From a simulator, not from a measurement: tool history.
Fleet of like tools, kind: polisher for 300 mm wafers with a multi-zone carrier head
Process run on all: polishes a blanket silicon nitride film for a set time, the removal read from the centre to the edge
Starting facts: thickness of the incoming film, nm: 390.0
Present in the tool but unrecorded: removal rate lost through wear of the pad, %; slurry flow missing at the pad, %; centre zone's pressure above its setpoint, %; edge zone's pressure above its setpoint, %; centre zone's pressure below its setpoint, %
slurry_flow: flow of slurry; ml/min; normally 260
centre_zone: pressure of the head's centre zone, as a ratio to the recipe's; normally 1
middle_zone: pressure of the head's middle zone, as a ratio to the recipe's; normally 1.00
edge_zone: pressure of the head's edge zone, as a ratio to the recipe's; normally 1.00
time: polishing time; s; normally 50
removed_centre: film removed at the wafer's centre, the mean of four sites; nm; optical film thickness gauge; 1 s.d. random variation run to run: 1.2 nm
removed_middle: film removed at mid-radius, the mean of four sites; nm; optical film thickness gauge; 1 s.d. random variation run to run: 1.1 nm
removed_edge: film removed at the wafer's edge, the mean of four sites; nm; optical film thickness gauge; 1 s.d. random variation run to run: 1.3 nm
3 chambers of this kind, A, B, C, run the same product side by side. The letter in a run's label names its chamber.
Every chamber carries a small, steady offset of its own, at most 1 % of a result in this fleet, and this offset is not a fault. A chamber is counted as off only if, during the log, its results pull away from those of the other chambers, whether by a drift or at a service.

run,hour,slurry_flow,centre_zone,middle_zone,edge_zone,time,wafers polished on this pad,hours since the slurry nozzle was cleaned,hours since the centre zone pressure was calibrated,hours since the edge zone pressure was calibrated,removed_centre,removed_middle,removed_edge
1A,3.8,260,1,1.00,1.00,50,40,69.6,737.8,575.3,103.190,101.660,102.980
2B,6.4,260,1,1.00,1.00,50,834,115.6,338.3,236.1,104.690,101.680,103.710
3C,9.4,260,1,1.00,1.00,50,168,203.6,302.8,463.5,101.600,101.710,103.160
4B,12.8,260,1,1.00,1.00,50,877,122.0,344.7,242.5,101.710,99.888,101.990
5A,15.8,260,1,1.00,1.00,50,121,81.6,749.8,587.3,102.980,103.620,99.810
6C,17.8,260,1,1.00,1.00,50,224,212.0,311.2,471.9,100.640,101.110,102.080
7C,22.0,260,1,1.00,1.00,50,252,216.2,315.4,476.1,102.090,102.090,103.130
8B,24.8,260,1,1.00,1.00,50,957,134.0,356.7,254.5,97.347,99.877,99.656
9A,27.2,260,1,1.00,1.00,50,197,93.0,761.2,598.7,103.880,102.770,100.860
10A,30.4,260,1,1.00,1.00,50,218,96.2,764.4,601.9,103.260,103.560,104.950
11C,33.2,260,1,1.00,1.00,50,327,227.4,326.6,487.3,102.160,103.960,101.480
12B,36.2,260,1,1.00,1.00,50,1033,145.4,368.1,265.9,96.635,96.282,97.205
13C,38.7,260,1,1.00,1.00,50,364,232.9,332.1,492.8,103.160,102.490,103.340
14B,42.0,260,1,1.00,1.00,50,1072,151.2,373.9,271.7,96.279,95.157,95.851
15A,45.2,260,1,0.89,0.96,50,318,111.0,779.2,616.7,101.240,93.078,101.150
16A,48.9,260,1,0.89,0.96,50,342,114.7,782.9,620.4,102.190,93.919,97.843
17C,53.2,260,1,0.89,0.96,50,461,247.4,346.6,507.3,102.410,93.405,98.514
# hour 53.4: chamber C: edge zone pressure recalibrated
18B,57.4,260,1,1.00,1.00,50,1175,166.6,389.3,287.1,93.060,93.865,92.720
# hour 57.9: chamber C: worn pad replaced by a new one
19B,61.6,260,1,1.00,1.07,50,1204,170.8,393.5,291.3,93.400,91.710,96.428
# hour 62.8: chamber C: slurry nozzle cleaned
20C,65.5,260,1,1.00,1.07,50,51,2.8,358.9,12.2,102.770,102.740,108.480

Next, every chamber runs the same settings. What will each give?
21A,68.9,260,1,1.00,1.00,50,,,,,?,?,?
21B,68.9,260,1,1.00,1.00,50,,,,,?,?,?
21C,68.9,260,1,1.00,1.00,50,,,,,?,?,?

run,removed_centre,removed_middle,removed_edge
21A,103.130,104.890,104.070
21B,91.566,90.411,91.692
21C,102.850,102.580,102.540

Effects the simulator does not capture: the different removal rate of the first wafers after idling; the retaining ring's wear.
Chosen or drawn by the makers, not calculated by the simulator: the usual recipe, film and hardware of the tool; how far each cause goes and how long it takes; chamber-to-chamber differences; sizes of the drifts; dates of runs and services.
